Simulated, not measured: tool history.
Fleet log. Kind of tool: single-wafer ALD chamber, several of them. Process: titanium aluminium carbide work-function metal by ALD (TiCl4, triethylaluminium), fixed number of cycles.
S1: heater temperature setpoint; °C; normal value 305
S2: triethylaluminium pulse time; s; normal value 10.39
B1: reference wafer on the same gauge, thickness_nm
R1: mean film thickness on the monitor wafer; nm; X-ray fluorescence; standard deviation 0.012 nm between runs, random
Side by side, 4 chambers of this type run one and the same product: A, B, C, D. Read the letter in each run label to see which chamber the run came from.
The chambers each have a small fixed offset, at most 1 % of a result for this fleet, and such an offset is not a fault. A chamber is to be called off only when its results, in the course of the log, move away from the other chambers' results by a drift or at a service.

run   hour   S1     S2      B1      R1
 1C    6.9  305  10.39  1.9293  2.0273
 2A   13.8  305  10.39  1.9318   2.054
 3B   24.2  305  10.39  1.9318  2.0547
 4D   32.6  305  10.39  1.9301  2.0219
 5A   41.8  305  10.39  1.9286  2.0511
 6C   48.7  305  10.39  1.9327  2.0399
 7B   57.9  305  10.39  1.9305  2.0499
 8D   69.5  294   7.35  1.9307  1.8501
 9D   78.9  294   7.35  1.9291  1.8352
10A   87.3  294   7.35  1.9293  1.8633
11C   97.9  294   7.35  1.9305  1.8413
12B  106.3  305  10.39   1.932   2.027
13C  112.3  305  10.39  1.9304  2.0536
14A    124  305  10.39  1.9297  2.0354
     131.2  -- chamber A: triethylaluminium bottle replaced
15B  135.8  305  10.39  1.9282  2.0406
     138.5  -- chamber B: triethylaluminium bottle replaced
16D  147.7  305  10.39  1.9318  1.9989
17B  156.6  305  10.39  1.9306  2.0706
18D  164.1  313   8.77  1.9298  1.9793
19A  172.1  313   8.77   1.929  2.1144
20C  181.2  313   8.77  1.9308  2.0833
21D  186.5  313   8.77   1.928  1.9629
22B  198.5  305  10.39  1.9298  2.0361
23A  208.9  305  10.39  1.9314  2.0649
24C  219.6  305  10.39  1.9308  2.0325
25B  226.4  305  10.39  1.9278  2.0646
26C  232.8  305  10.39  1.9304  2.0569
27A  241.3  305  10.39  1.9306  2.0698
28D  253.4  305  10.39  1.9285  1.9182

Decide between three cases: one chamber stands off from its peers, the gauge reading all wafers drifts, or nothing is wrong past each chamber's small offset. Where a chamber is off, say which and what most likely put it there.

Chamber D drifts away from the others.
What lies behind it: triethylaluminium dose below that of a fresh bottle (%) = 33.2.

Here are 4 candidates for chamber D's next run, each the usual settings with a change, their results left as question marks. Which one brings its results back in line with what the others give on the usual settings?
A result is in line if it is within this distance of the other chambers' mean on the usual settings: R1 0.043 nm
29D-1  262.1  301   8.63       ?
29D-2  262.1  307  11.18       ?
29D-3  262.1  303    9.6       ?
29D-4  262.1  311  13.17       ?

The other chambers' mean on the usual settings: R1 2.0572 nm
  run      R1
29D-1  1.7756
29D-2  1.9557
29D-3  1.8504
29D-4  2.0512
The right change is 29D-4: it brings the chamber back within the allowed miss of the others.

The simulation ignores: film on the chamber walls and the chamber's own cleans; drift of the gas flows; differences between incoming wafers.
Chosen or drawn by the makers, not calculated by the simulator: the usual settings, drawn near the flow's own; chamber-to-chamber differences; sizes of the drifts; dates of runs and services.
